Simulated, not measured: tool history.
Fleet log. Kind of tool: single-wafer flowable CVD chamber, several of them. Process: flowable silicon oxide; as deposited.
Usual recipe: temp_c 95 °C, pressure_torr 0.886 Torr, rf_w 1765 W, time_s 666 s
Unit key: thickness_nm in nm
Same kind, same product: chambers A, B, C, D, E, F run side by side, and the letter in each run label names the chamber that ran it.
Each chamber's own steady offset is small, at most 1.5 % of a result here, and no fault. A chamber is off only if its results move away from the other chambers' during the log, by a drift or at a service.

run   hour  temp_c  pressure_torr  rf_w  time_s  read-back reference wafer on the same gauge, thickness_nm  thickness_nm
 1C    4.1      95          0.886  1765     666                                                     592.69        529.74
 2B    7.8      95          0.886  1765     666                                                     593.27        525.24
 3E   12.3      95          0.886  1765     666                                                     593.25        524.22
 4D   15.6      95          0.886  1765     666                                                     593.06        531.62
 5F   20.2      95          0.886  1765     666                                                     593.29        523.32
      21.5  -- chamber F: RF generator calibrated
 6A   22.5      95          0.886  1765     666                                                     593.12        534.55
 7A   25.3      95          0.886  1765     666                                                     592.72        534.21
 8E   28.7      95          0.886  1765     666                                                     593.52        524.39
 9F   33.1      95          0.886  1765     666                                                     593.39        528.25
10C     36      95          0.886  1765     666                                                     593.25        530.52
11D   39.3      95          0.886  1765     666                                                     593.26         531.5
12B   43.6      95          0.886  1765     666                                                     592.75        524.35
13A     48      95          0.886  1765     666                                                     592.99        532.54
14F   52.7      95          0.886  1765     666                                                     592.64        530.79
15B   54.9      95          0.886  1765     666                                                     592.75        518.49
16D   57.1      95          0.886  1765     666                                                     593.61        536.62
17E   59.4      95          0.886  1765     666                                                     592.49        523.94
18C   63.4      95          0.886  1765     666                                                     592.89        530.26
19D   68.2      95          0.886  1765     666                                                     592.71        534.41
20C   70.9      95          0.886  1765     666                                                     593.01        527.72
21A   74.7      95          0.886  1765     666                                                      592.9        534.98
22B   78.9      95          0.886  1765     666                                                     593.31        522.89
23F   82.4      95          0.713  1475     666                                                     593.07        378.83
24E   85.8      95          0.713  1475     666                                                     592.89        377.32
25E   90.7      95          0.713  1475     666                                                      593.6        374.28
26B   94.9      95          0.713  1475     666                                                     592.73        377.63
27C   98.7      95          0.713  1475     666                                                     593.16        381.21
28A  101.1      95          0.713  1475     666                                                     592.16        378.87
29F  105.3      95          0.886  1765     666                                                     593.21        528.89
30D  107.7      95          0.886  1765     666                                                     593.11        531.41
31A  112.1      95          0.886  1765     666                                                     593.16        537.38
       113  -- chamber C: RF generator calibrated
32B    115      95          0.886  1765     666                                                     592.56        529.13
33E    118      95          0.886  1765     666                                                      592.9        521.67
34F  122.2      95          0.886  1765     666                                                     592.38        527.39
35C  126.7      95          0.886  1765     666                                                     592.42        529.71
36D  129.2      95          0.886  1765     666                                                     592.66        530.72
37C  134.2      95          0.886  1765     666                                                     592.66        527.82
38F  139.2      95          0.886  1765     666                                                      593.4        531.94
39B  142.1      95          0.886  1765     666                                                     592.88        525.21
40A  145.2      95          0.886  1765     666                                                      593.4        533.88
41D  148.6      95          0.886  1765     666                                                     592.86        532.09
42E  153.3      95          0.886  1765     666                                                     592.49        520.17
43B  157.1      95          0.886  1765     666                                                     592.31         525.5
44C  159.3      95          0.886  1765     666                                                     593.41        527.43

For the next run the whole fleet of 6 chambers uses the same settings. Give each chamber's results:
45A  162.9     103          0.886  1765     666                                                                        ?
45B  162.9     103          0.886  1765     666                                                                        ?
45C  162.9     103          0.886  1765     666                                                                        ?
45D  162.9     103          0.886  1765     666                                                                        ?
45E  162.9     103          0.886  1765     666                                                                        ?
45F  162.9     103          0.886  1765     666                                                                        ?

run  thickness_nm
45A        408.27
45B        400.51
45C        403.95
45D        408.79
45E        402.88
45F        408.19
